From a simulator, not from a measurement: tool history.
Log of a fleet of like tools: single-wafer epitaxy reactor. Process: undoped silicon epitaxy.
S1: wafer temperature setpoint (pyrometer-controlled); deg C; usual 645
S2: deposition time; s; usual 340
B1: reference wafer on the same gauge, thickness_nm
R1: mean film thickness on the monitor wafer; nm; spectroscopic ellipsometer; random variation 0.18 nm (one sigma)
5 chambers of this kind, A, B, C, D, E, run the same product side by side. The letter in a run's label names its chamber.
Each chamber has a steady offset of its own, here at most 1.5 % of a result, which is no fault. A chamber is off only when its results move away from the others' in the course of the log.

run    day   S1   S2      B1      R1
 1A  0.425  645  340  60.990  52.008
 2D  0.846  645  340  60.969  50.858
 3C  1.083  645  340  60.988  50.816
 4B  1.383  645  340  61.028  51.828
 5E  1.575  645  340  60.934  51.689
 6C  1.962  645  340  60.995  50.478
 7A  2.225  645  340  61.023  51.979
 8D  2.421  645  340  60.980  50.921
 9E  2.692  645  392  60.937  59.221
10B  2.921  645  392  61.006  59.577
11D  3.200  645  392  61.012  58.743
12A  3.575  645  392  61.027  60.144
13B  3.917  645  392  60.996  59.672
14C  4.321  645  340  60.975  50.747
15E  4.617  645  340  61.031  51.132
16B  4.879  634  274  61.012  32.700
17E  5.092  634  274  61.032  32.674
18C  5.429  634  274  61.013  31.969
19A  5.800  634  274  61.017  33.135
20D  6.204  634  274  61.054  32.062
21D  6.425  645  340  60.991  50.846
22B  6.712  645  340  61.003  52.009
23A  6.962  645  340  61.033  52.980
24C  7.217  645  340  61.041  50.665
25E  7.421  645  340  60.972  51.403
26B  7.700  645  340  61.055  51.755
27C  8.058  645  340  61.024  50.744
28E  8.433  645  340  61.047  51.671
29D  8.679  645  340  61.010  51.000
30A  8.883  645  340  61.001  53.681

All 5 chambers run these settings next. Forecast each chamber's results:
31A  9.200  645  340       ?
31B  9.200  645  340       ?
31C  9.200  645  340       ?
31D  9.200  645  340       ?
31E  9.200  645  340       ?

run      R1
31A  54.061
31B  51.603
31C  50.415
31D  51.274
31E  51.560
